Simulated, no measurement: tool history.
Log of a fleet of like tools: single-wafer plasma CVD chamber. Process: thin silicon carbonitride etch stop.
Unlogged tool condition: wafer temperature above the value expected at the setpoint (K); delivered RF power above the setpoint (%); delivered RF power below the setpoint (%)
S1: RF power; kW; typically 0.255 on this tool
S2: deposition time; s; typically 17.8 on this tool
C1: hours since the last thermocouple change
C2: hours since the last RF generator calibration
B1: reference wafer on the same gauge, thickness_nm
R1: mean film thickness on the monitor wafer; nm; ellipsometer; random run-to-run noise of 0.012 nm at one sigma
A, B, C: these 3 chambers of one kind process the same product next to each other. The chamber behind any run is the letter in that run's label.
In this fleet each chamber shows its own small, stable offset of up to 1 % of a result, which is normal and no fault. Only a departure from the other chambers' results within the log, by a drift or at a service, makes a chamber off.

{"run": "1C", "day": 0.162, "S1": 0.255, "S2": 17.8, "C1": 940.0, "C2": 560.5, "B1": 12.197, "R1": 10.888}
{"run": "2B", "day": 0.354, "S1": 0.255, "S2": 17.8, "C1": 1524.1, "C2": 1587.0, "B1": 12.2, "R1": 11.02}
{"run": "3A", "day": 0.654, "S1": 0.255, "S2": 17.8, "C1": 291.4, "C2": 632.1, "B1": 12.204, "R1": 10.885}
{"run": "4C", "day": 0.958, "S1": 0.255, "S2": 17.8, "C1": 959.1, "C2": 579.6, "B1": 12.205, "R1": 10.918}
{"run": "5B", "day": 1.162, "S1": 0.255, "S2": 17.8, "C1": 1543.5, "C2": 1606.4, "B1": 12.204, "R1": 10.995}
{"run": "6A", "day": 1.479, "S1": 0.255, "S2": 17.8, "C1": 311.2, "C2": 651.9, "B1": 12.203, "R1": 10.887}
{"run": "7A", "day": 1.692, "S1": 0.255, "S2": 17.8, "C1": 316.3, "C2": 657.0, "B1": 12.213, "R1": 10.87}
{"run": "8B", "day": 1.95, "S1": 0.255, "S2": 17.8, "C1": 1562.4, "C2": 1625.3, "B1": 12.212, "R1": 11.028}
{"run": "9C", "day": 2.242, "S1": 0.255, "S2": 17.8, "C1": 989.9, "C2": 610.4, "B1": 12.211, "R1": 10.904}
{"run": "10C", "day": 2.471, "S1": 0.255, "S2": 17.8, "C1": 995.4, "C2": 615.9, "B1": 12.213, "R1": 10.89}
{"run": "11B", "day": 2.725, "S1": 0.255, "S2": 17.8, "C1": 1581.0, "C2": 1643.9, "B1": 12.218, "R1": 11.023}
{"run": "12A", "day": 2.95, "S1": 0.255, "S2": 17.8, "C1": 346.5, "C2": 687.2, "B1": 12.215, "R1": 10.886}
{"run": "13A", "day": 3.288, "S1": 0.255, "S2": 17.8, "C1": 354.6, "C2": 695.3, "B1": 12.217, "R1": 10.886}
{"run": "14C", "day": 3.633, "S1": 0.255, "S2": 17.8, "C1": 1023.3, "C2": 643.8, "B1": 12.217, "R1": 10.886}
{"run": "15B", "day": 3.817, "S1": 0.255, "S2": 17.8, "C1": 1607.2, "C2": 1670.1, "B1": 12.22, "R1": 11.026}
{"run": "16B", "day": 3.983, "S1": 0.255, "S2": 17.8, "C1": 1611.2, "C2": 1674.1, "B1": 12.221, "R1": 11.021}
{"run": "17C", "day": 4.246, "S1": 0.255, "S2": 17.8, "C1": 1038.0, "C2": 658.5, "B1": 12.223, "R1": 10.892}
{"run": "18A", "day": 4.596, "S1": 0.255, "S2": 17.8, "C1": 386.0, "C2": 726.7, "B1": 12.222, "R1": 10.892}
{"run": "19A", "day": 4.833, "S1": 0.255, "S2": 17.8, "C1": 391.7, "C2": 732.4, "B1": 12.228, "R1": 10.888}
{"run": "20B", "day": 4.996, "S1": 0.255, "S2": 17.8, "C1": 1635.5, "C2": 1698.4, "B1": 12.229, "R1": 11.037}
{"run": "21C", "day": 5.338, "S1": 0.255, "S2": 17.8, "C1": 1064.2, "C2": 684.7, "B1": 12.228, "R1": 10.938}
{"run": "22B", "day": 5.546, "S1": 0.255, "S2": 20.0, "C1": 1648.7, "C2": 1711.6, "B1": 12.234, "R1": 12.366}
{"run": "23C", "day": 5.729, "S1": 0.255, "S2": 20.0, "C1": 1073.6, "C2": 694.1, "B1": 12.229, "R1": 12.253}
{"run": "24A", "day": 5.912, "S1": 0.255, "S2": 20.0, "C1": 417.6, "C2": 758.3, "B1": 12.228, "R1": 12.24}
{"run": "25B", "day": 6.225, "S1": 0.255, "S2": 17.8, "C1": 1665.0, "C2": 1727.9, "B1": 12.235, "R1": 11.039}
{"run": "26C", "day": 6.462, "S1": 0.255, "S2": 17.8, "C1": 1091.2, "C2": 711.7, "B1": 12.235, "R1": 10.9}
{"run": "27A", "day": 6.746, "S1": 0.255, "S2": 17.8, "C1": 437.6, "C2": 778.3, "B1": 12.235, "R1": 10.897}
{"run": "28C", "day": 6.925, "S1": 0.29, "S2": 16.6, "C1": 1102.3, "C2": 722.8, "B1": 12.236, "R1": 10.604}
{"run": "29B", "day": 7.142, "S1": 0.29, "S2": 16.6, "C1": 1687.0, "C2": 1749.9, "B1": 12.233, "R1": 10.709}
{"run": "30A", "day": 7.458, "S1": 0.29, "S2": 16.6, "C1": 454.7, "C2": 795.4, "B1": 12.237, "R1": 10.58}
{"run": "31B", "day": 7.692, "S1": 0.27, "S2": 20.8, "C1": 1700.2, "C2": 1763.1, "B1": 12.24, "R1": 13.096}
{"run": "32A", "day": 8.042, "S1": 0.27, "S2": 20.8, "C1": 468.7, "C2": 809.4, "B1": 12.238, "R1": 12.978}
{"run": "33C", "day": 8.375, "S1": 0.27, "S2": 20.8, "C1": 1137.1, "C2": 757.6, "B1": 12.24, "R1": 12.983}
{"run": "34C", "day": 8.65, "S1": 0.305, "S2": 20.0, "C1": 1143.7, "C2": 764.2, "B1": 12.248, "R1": 12.977}
{"run": "35A", "day": 8.842, "S1": 0.305, "S2": 20.0, "C1": 487.9, "C2": 828.6, "B1": 12.245, "R1": 12.922}
{"run": "36B", "day": 9.004, "S1": 0.305, "S2": 20.0, "C1": 1731.7, "C2": 1794.6, "B1": 12.247, "R1": 13.087}
{"run": "37A", "day": 9.254, "S1": 0.255, "S2": 17.8, "C1": 497.8, "C2": 838.5, "B1": 12.249, "R1": 10.947}
{"run": "38B", "day": 9.521, "S1": 0.255, "S2": 17.8, "C1": 1744.1, "C2": 1807.0, "B1": 12.25, "R1": 11.061}
{"run": "39C", "day": 9.846, "S1": 0.255, "S2": 17.8, "C1": 1172.4, "C2": 792.9, "B1": 12.248, "R1": 10.907}
{"run": "40A", "day": 10.079, "S1": 0.255, "S2": 17.8, "C1": 517.6, "C2": 858.3, "B1": 12.252, "R1": 10.936}
{"run": "41B", "day": 10.4, "S1": 0.255, "S2": 17.8, "C1": 1765.2, "C2": 1828.1, "B1": 12.254, "R1": 11.053}

Predict what each chamber gives when all 3 of them run the settings below next.
{"run": "42A", "day": 10.65, "S1": 0.215, "S2": 17.8, "R1": "?"}
{"run": "42B", "day": 10.65, "S1": 0.215, "S2": 17.8, "R1": "?"}
{"run": "42C", "day": 10.65, "S1": 0.215, "S2": 17.8, "R1": "?"}

run=42A R1=10.380
run=42B R1=10.548
run=42C R1=10.377
